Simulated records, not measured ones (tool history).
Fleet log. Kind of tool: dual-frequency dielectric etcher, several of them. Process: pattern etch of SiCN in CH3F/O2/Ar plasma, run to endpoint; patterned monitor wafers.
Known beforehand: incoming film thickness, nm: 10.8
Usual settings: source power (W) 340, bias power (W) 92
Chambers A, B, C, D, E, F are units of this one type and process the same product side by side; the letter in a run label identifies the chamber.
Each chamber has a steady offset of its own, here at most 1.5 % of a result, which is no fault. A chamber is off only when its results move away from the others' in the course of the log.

| run | hour | source power (W) | bias power (W) | endpoint time (s) |
|---|---|---|---|---|
| 1E | 11.4 | 340 | 92 | 27.850 |
| 2B | 23.8 | 340 | 92 | 28.266 |
| 3D | 34.4 | 340 | 92 | 28.137 |
| 4F | 40.1 | 340 | 92 | 27.892 |
| 5C | 47.1 | 340 | 92 | 27.649 |
|  | 50.2 | chamber D: wet clean of the chamber |
| 6A | 53.6 | 340 | 92 | 28.082 |
|  | 58.3 | chamber F: wet clean of the chamber |
| 7F | 64.2 | 340 | 92 | 28.068 |
| 8A | 76.2 | 340 | 92 | 27.942 |
| 9E | 83.7 | 340 | 92 | 27.935 |
| 10B | 94.1 | 340 | 92 | 27.978 |
| 11D | 105.0 | 340 | 92 | 28.014 |
| 12C | 114.7 | 340 | 92 | 27.884 |
| 13E | 121.7 | 340 | 92 | 27.598 |
| 14F | 130.9 | 340 | 92 | 27.849 |
| 15A | 137.1 | 340 | 92 | 27.762 |
| 16C | 145.4 | 340 | 92 | 27.598 |
| 17D | 156.6 | 280 | 70 | 33.517 |
| 18B | 167.0 | 280 | 70 | 33.125 |
| 19F | 173.8 | 280 | 70 | 33.009 |
| 20B | 185.6 | 280 | 70 | 33.611 |
|  | 191.6 | chamber B: wet clean of the chamber |
| 21C | 193.8 | 280 | 70 | 33.116 |
| 22A | 204.9 | 280 | 70 | 33.410 |
| 23D | 212.8 | 340 | 92 | 28.034 |
| 24E | 220.5 | 340 | 92 | 27.394 |
| 25E | 230.6 | 340 | 92 | 27.113 |
| 26A | 237.0 | 340 | 92 | 28.076 |
| 27C | 246.8 | 340 | 92 | 28.012 |
| 28F | 253.1 | 340 | 92 | 27.647 |
| 29B | 264.9 | 340 | 92 | 27.919 |
| 30D | 273.7 | 340 | 92 | 28.029 |
| 31E | 282.8 | 340 | 92 | 26.962 |
| 32D | 291.0 | 340 | 92 | 27.858 |
| 33A | 297.0 | 340 | 92 | 28.165 |
| 34C | 309.0 | 340 | 92 | 27.505 |
| 35B | 316.0 | 280 | 92 | 29.966 |
| 36F | 326.6 | 280 | 92 | 30.121 |
| 37A | 339.6 | 280 | 92 | 30.294 |

Next, all 6 chambers run the settings below, one line each with question marks for the results. What does each chamber give?
| 38A | 349.0 | 340 | 92 | ? |
| 38B | 349.0 | 340 | 92 | ? |
| 38C | 349.0 | 340 | 92 | ? |
| 38D | 349.0 | 340 | 92 | ? |
| 38E | 349.0 | 340 | 92 | ? |
| 38F | 349.0 | 340 | 92 | ? |

| run | endpoint time (s) |
|---|---|
| 38A | 28.171 |
| 38B | 28.006 |
| 38C | 27.516 |
| 38D | 28.147 |
| 38E | 26.853 |
| 38F | 27.923 |
